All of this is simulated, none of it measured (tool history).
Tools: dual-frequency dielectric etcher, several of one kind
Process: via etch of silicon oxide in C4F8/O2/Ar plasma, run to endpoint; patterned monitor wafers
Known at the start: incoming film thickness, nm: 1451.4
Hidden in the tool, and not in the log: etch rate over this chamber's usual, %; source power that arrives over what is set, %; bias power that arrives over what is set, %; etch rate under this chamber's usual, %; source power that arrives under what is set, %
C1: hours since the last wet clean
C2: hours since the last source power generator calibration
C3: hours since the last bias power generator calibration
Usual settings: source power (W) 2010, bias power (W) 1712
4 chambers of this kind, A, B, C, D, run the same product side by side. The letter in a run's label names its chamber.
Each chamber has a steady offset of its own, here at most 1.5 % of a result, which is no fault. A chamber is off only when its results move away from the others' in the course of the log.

Run 1C, hour 10.8: usual settings; C1 130.3; C2 1665.7; C3 1883.0. Result: endpoint time (s) 296.40.
Run 2D, hour 20.7: usual settings; C1 279.9; C2 497.2; C3 1820.5. Result: endpoint time (s) 303.42.
Run 3A, hour 30.5: usual settings; C1 386.3; C2 44.1; C3 1342.2. Result: endpoint time (s) 300.10.
Run 4B, hour 43.0: usual settings; C1 257.3; C2 1416.6; C3 2673.3. Result: endpoint time (s) 299.35.
Run 5D, hour 54.5: usual settings but source power (W) 2370, bias power (W) 2074; C1 313.7; C2 531.0; C3 1854.3. Result: endpoint time (s) 266.17.
Run 6C, hour 61.4: usual settings but source power (W) 2370, bias power (W) 2074; C1 180.9; C2 1716.3; C3 1933.6. Result: endpoint time (s) 264.44.
Run 7B, hour 73.4: usual settings but source power (W) 2370, bias power (W) 2074; C1 287.7; C2 1447.0; C3 2703.7. Result: endpoint time (s) 267.19.
Run 8A, hour 80.9: usual settings but source power (W) 2370, bias power (W) 2074; C1 436.7; C2 94.5; C3 1392.6. Result: endpoint time (s) 267.48.
At hour 82.7: chamber A: wet clean of the chamber.
Run 9B, hour 91.5: usual settings; C1 305.8; C2 1465.1; C3 2721.8. Result: endpoint time (s) 298.93.
Run 10D, hour 103.6: usual settings; C1 362.8; C2 580.1; C3 1903.4. Result: endpoint time (s) 301.98.
At hour 104.4: chamber D: wet clean of the chamber.
Run 11A, hour 109.9: usual settings; C1 27.3; C2 123.5; C3 1421.6. Result: endpoint time (s) 300.68.
Run 12C, hour 118.2: usual settings; C1 237.7; C2 1773.1; C3 1990.4. Result: endpoint time (s) 295.59.
Run 13B, hour 128.6: usual settings; C1 342.9; C2 1502.2; C3 2758.9. Result: endpoint time (s) 298.31.
Run 14D, hour 135.9: usual settings but source power (W) 1790, bias power (W) 1531; C1 31.6; C2 612.4; C3 1935.7. Result: endpoint time (s) 329.11.
Run 15A, hour 148.3: usual settings but source power (W) 1790, bias power (W) 1531; C1 65.7; C2 161.9; C3 1460.0. Result: endpoint time (s) 328.38.
Run 16C, hour 160.9: usual settings but source power (W) 1790, bias power (W) 1531; C1 280.4; C2 1815.8; C3 2033.1. Result: endpoint time (s) 323.04.
Run 17D, hour 172.5: usual settings but source power (W) 1790, bias power (W) 1531; C1 68.2; C2 649.0; C3 1972.3. Result: endpoint time (s) 327.75.
Run 18A, hour 185.3: usual settings; C1 102.7; C2 198.9; C3 1497.0. Result: endpoint time (s) 301.48.
At hour 191.7: chamber B: wet clean of the chamber.
Run 19C, hour 193.6: usual settings; C1 313.1; C2 1848.5; C3 2065.8. Result: endpoint time (s) 297.00.
Run 20B, hour 205.0: usual settings; C1 13.4; C2 1578.6; C3 2835.3. Result: endpoint time (s) 307.18.
Run 21B, hour 214.6: usual settings but bias power (W) 1904; C1 23.0; C2 1588.2; C3 2844.9. Result: endpoint time (s) 300.99.
At hour 228.0: chamber C: wet clean of the chamber.
Run 22D, hour 228.5: usual settings but bias power (W) 1904; C1 124.2; C2 705.0; C3 2028.3. Result: endpoint time (s) 294.21.
Run 23C, hour 242.4: usual settings but bias power (W) 1904; C1 14.4; C2 1897.3; C3 2114.6. Result: endpoint time (s) 289.88.
Run 24A, hour 256.4: usual settings but bias power (W) 1904; C1 173.8; C2 270.0; C3 1568.1. Result: endpoint time (s) 293.32.
Run 25C, hour 264.7: usual settings; C1 36.7; C2 1919.6; C3 2136.9. Result: endpoint time (s) 297.66.
Run 26D, hour 278.9: usual settings; C1 174.6; C2 755.4; C3 2078.7. Result: endpoint time (s) 301.45.
Run 27B, hour 290.8: usual settings; C1 99.2; C2 1664.4; C3 2921.1. Result: endpoint time (s) 310.12.
Run 28A, hour 300.2: usual settings; C1 217.6; C2 313.8; C3 1611.9. Result: endpoint time (s) 300.66.
Run 29C, hour 314.0: usual settings; C1 86.0; C2 1968.9; C3 2186.2. Result: endpoint time (s) 296.28.
Run 30B, hour 325.6: usual settings but bias power (W) 2048; C1 134.0; C2 1699.2; C3 2955.9. Result: endpoint time (s) 294.09.
Run 31A, hour 337.9: usual settings but bias power (W) 2048; C1 255.3; C2 351.5; C3 1649.6. Result: endpoint time (s) 286.02.
Run 32D, hour 344.1: usual settings but bias power (W) 2048; C1 239.8; C2 820.6; C3 2143.9. Result: endpoint time (s) 285.63.
Run 33A, hour 356.3: usual settings but bias power (W) 2048; C1 273.7; C2 369.9; C3 1668.0. Result: endpoint time (s) 285.04.
Run 34D, hour 364.4: usual settings; C1 260.1; C2 840.9; C3 2164.2. Result: endpoint time (s) 302.18.
Run 35C, hour 375.6: usual settings; C1 147.6; C2 2030.5; C3 2247.8. Result: endpoint time (s) 298.35.
Run 36B, hour 389.5: usual settings; C1 197.9; C2 1763.1; C3 3019.8. Result: endpoint time (s) 310.49.
Run 37D, hour 397.3: usual settings but source power (W) 1770; C1 293.0; C2 873.8; C3 2197.1. Result: endpoint time (s) 316.49.
Run 38B, hour 410.6: usual settings but source power (W) 1770; C1 219.0; C2 1784.2; C3 3040.9. Result: endpoint time (s) 326.79.
Run 39A, hour 418.3: usual settings but source power (W) 1770; C1 335.7; C2 431.9; C3 1730.0. Result: endpoint time (s) 315.75.
Run 40C, hour 430.7: usual settings but source power (W) 1770; C1 202.7; C2 2085.6; C3 2302.9. Result: endpoint time (s) 312.69.
Run 41D, hour 441.5: usual settings but source power (W) 1830, bias power (W) 1550; C1 337.2; C2 918.0; C3 2241.3. Result: endpoint time (s) 325.51.
Run 42A, hour 449.4: usual settings but source power (W) 1830, bias power (W) 1550; C1 366.8; C2 463.0; C3 1761.1. Result: endpoint time (s) 318.48.
Run 43C, hour 456.8: usual settings but source power (W) 1830, bias power (W) 1550; C1 228.8; C2 2111.7; C3 2329.0. Result: endpoint time (s) 317.44.
Run 44B, hour 465.7: usual settings but source power (W) 1830, bias power (W) 1550; C1 274.1; C2 1839.3; C3 3096.0. Result: endpoint time (s) 330.85.

Next, every chamber runs the same settings. What will each give?
Run 45A, hour 475.8: usual settings. Result: endpoint time (s) ?.
Run 45B, hour 475.8: usual settings. Result: endpoint time (s) ?.
Run 45C, hour 475.8: usual settings. Result: endpoint time (s) ?.
Run 45D, hour 475.8: usual settings. Result: endpoint time (s) ?.

run  endpoint time (s)
45A             301.23
45B             307.98
45C             299.54
45D             304.09

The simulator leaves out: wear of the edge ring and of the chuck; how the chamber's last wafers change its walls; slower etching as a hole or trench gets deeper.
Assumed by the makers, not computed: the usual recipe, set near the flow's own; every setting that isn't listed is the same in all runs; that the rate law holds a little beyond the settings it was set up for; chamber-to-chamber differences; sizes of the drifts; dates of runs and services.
